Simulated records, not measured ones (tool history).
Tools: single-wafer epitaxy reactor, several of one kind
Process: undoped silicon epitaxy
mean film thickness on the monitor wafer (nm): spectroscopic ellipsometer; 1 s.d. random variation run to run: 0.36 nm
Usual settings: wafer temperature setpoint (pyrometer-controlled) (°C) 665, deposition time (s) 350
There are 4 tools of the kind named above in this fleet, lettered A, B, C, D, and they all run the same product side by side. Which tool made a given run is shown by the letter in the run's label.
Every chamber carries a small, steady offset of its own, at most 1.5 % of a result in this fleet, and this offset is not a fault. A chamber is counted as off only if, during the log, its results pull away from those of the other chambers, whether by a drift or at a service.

run,hour,wafer temperature setpoint (pyrometer-controlled) (°C),deposition time (s),hours since the last pyrometer calibration,"read-back reference wafer on the same gauge, thickness_nm",mean film thickness on the monitor wafer (nm)
1B,7.6,665,350,637.1,96.677,81.802
2D,18.8,665,350,1365.8,96.863,80.093
3A,26.9,665,350,993.6,96.771,81.601
4C,32.0,665,350,243.2,96.894,79.959
5B,41.1,665,350,670.6,96.806,81.576
6C,48.4,665,350,259.6,96.945,79.439
7D,59.6,652,350,1406.6,96.752,60.711
8A,65.8,652,350,1032.5,96.834,62.394
9B,74.7,652,350,704.2,96.789,62.148
10D,84.8,652,350,1431.8,96.827,61.260
11C,93.6,676,350,304.8,96.789,101.550
12A,101.8,676,350,1068.5,96.798,105.200
13A,108.7,676,350,1075.4,96.783,104.950
14C,118.9,676,350,330.1,96.858,101.270
15D,124.0,657,305,1471.0,96.863,59.316
16B,129.7,657,305,759.2,96.834,59.518
17A,136.8,657,305,1103.5,96.644,61.662
18C,144.6,657,305,355.8,96.795,58.599
19B,152.8,665,350,782.3,96.854,82.009
20D,160.9,665,350,1507.9,96.789,80.077
21A,169.6,665,350,1136.3,96.735,83.797
22D,176.2,665,350,1523.2,96.832,80.238
23B,181.5,665,350,811.0,96.807,81.516
24C,189.9,665,350,401.1,96.729,79.244
25B,198.9,665,350,828.4,96.862,81.656

Next, every chamber runs the same settings. What will each give?
26A,207.0,665,350,,,?
26B,207.0,665,350,,,?
26C,207.0,665,350,,,?
26D,207.0,665,350,,,?

run,mean film thickness on the monitor wafer (nm)
26A,84.643
26B,81.653
26C,79.834
26D,80.630

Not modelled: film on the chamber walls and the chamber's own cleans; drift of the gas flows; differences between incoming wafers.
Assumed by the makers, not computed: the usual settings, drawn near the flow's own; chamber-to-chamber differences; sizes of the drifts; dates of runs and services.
